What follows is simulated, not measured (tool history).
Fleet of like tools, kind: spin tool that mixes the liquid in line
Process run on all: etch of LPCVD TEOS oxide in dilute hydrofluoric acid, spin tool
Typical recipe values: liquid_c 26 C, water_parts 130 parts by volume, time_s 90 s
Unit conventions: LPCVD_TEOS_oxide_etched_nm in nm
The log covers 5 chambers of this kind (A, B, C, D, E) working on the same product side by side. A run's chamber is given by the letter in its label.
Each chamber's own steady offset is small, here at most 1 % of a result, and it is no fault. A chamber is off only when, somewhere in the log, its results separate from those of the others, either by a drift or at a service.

run,hour,liquid_c,water_parts,time_s,hours since the thermometer was replaced,hours since the hydrofluoric acid flow meter was replaced,"read-back film thickness of the LPCVD TEOS oxide reference wafer, read on the same gauge (nm)",LPCVD_TEOS_oxide_etched_nm
1D,8.8,26,130,90,997.1,1725.8,60.024,15.243
2E,16,26,130,90,280.9,599.8,60.017,15.183
3B,25.4,26,130,90,763.8,1469.9,59.991,15.196
4C,31.8,26,130,90,1542,316.7,59.953,15.224
5A,38.8,26,130,90,816,501.2,59.99,15.215
6A,50.8,26,130,90,828,513.2,60.027,15.371
7D,58.2,26,130,90,1046.5,1775.2,59.977,15.255
8E,64.7,26,130,90,329.6,648.5,60.037,15.135
9B,78.7,26,130,90,817.1,1523.2,59.967,15.316
10C,88.4,26,130,90,1598.6,373.3,59.966,15.178
11A,97.3,30,130,45,874.5,559.7,60.015,8.8249
12C,107.9,30,130,45,1618.1,392.8,60.003,8.7529
13D,120.1,30,130,45,1108.4,1837.1,60.035,8.8183
14B,126.7,30,130,45,865.1,1571.2,59.996,8.8834
15E,139.7,30,130,45,404.6,723.5,60.026,8.858
16A,149.2,26,130,90,926.4,611.6,60.016,15.3
# hour 150.7: chamber D: thermometer replaced
17C,160.5,26,130,90,1670.7,445.4,59.991,15.264
18B,170.7,26,130,90,909.1,1615.2,59.965,15.187
19E,182.9,26,130,90,447.8,766.7,60.006,15.06
20D,193.7,26,130,90,43,1910.7,59.945,15.237
21D,201.8,26,130,90,51.1,1918.8,60,15.253
22C,211,26,130,90,1721.2,495.9,60.019,15.307
23B,222.7,28,130,120,961.1,1667.2,59.994,21.891
24E,235.1,28,130,120,500,818.9,60.002,21.823
25A,242.4,28,130,120,1019.6,704.8,60.006,22.219
# hour 248.1: chamber B: hydrofluoric acid flow meter replaced
26C,250.5,28,130,120,1760.7,535.4,60.023,21.779
27E,260.6,28,130,120,525.5,844.4,60.028,21.934
28B,274.1,26,190,50,1012.5,26,59.994,5.407
29A,281.5,26,190,50,1058.7,743.9,59.976,5.5414
30D,295.4,26,190,50,144.7,2012.4,60.006,5.431
31D,308.7,26,190,50,158,2025.7,59.979,5.4223
32B,316.7,26,190,50,1055.1,68.6,60.004,5.3856
33E,324.2,26,130,90,589.1,908,60.012,15.12
34A,330.8,26,130,90,1108,793.2,59.991,15.72
35C,340.6,26,130,90,1850.8,625.5,59.982,15.112
36E,350,26,130,90,614.9,933.8,59.963,15.18
37C,363.3,26,130,90,1873.5,648.2,59.982,15.19
38D,376.8,26,130,90,226.1,2093.8,59.98,15.342
39B,389.4,28,75,90,1127.8,141.3,60.019,30.761
40A,401.8,28,75,90,1179,864.2,60.019,31.961
41D,411.8,28,75,90,261.1,2128.8,59.97,30.174
42A,424,28,75,90,1201.2,886.4,59.98,32.161
43E,438.2,28,75,90,703.1,1022,59.998,30.286

For the next run the whole fleet of 5 chambers uses the same settings. Give each chamber's results:
44A,448.5,22.5,130,90,,,,?
44B,448.5,22.5,130,90,,,,?
44C,448.5,22.5,130,90,,,,?
44D,448.5,22.5,130,90,,,,?
44E,448.5,22.5,130,90,,,,?

run,LPCVD_TEOS_oxide_etched_nm
44A,13.983
44B,13.351
44C,13.219
44D,13.266
44E,13.39
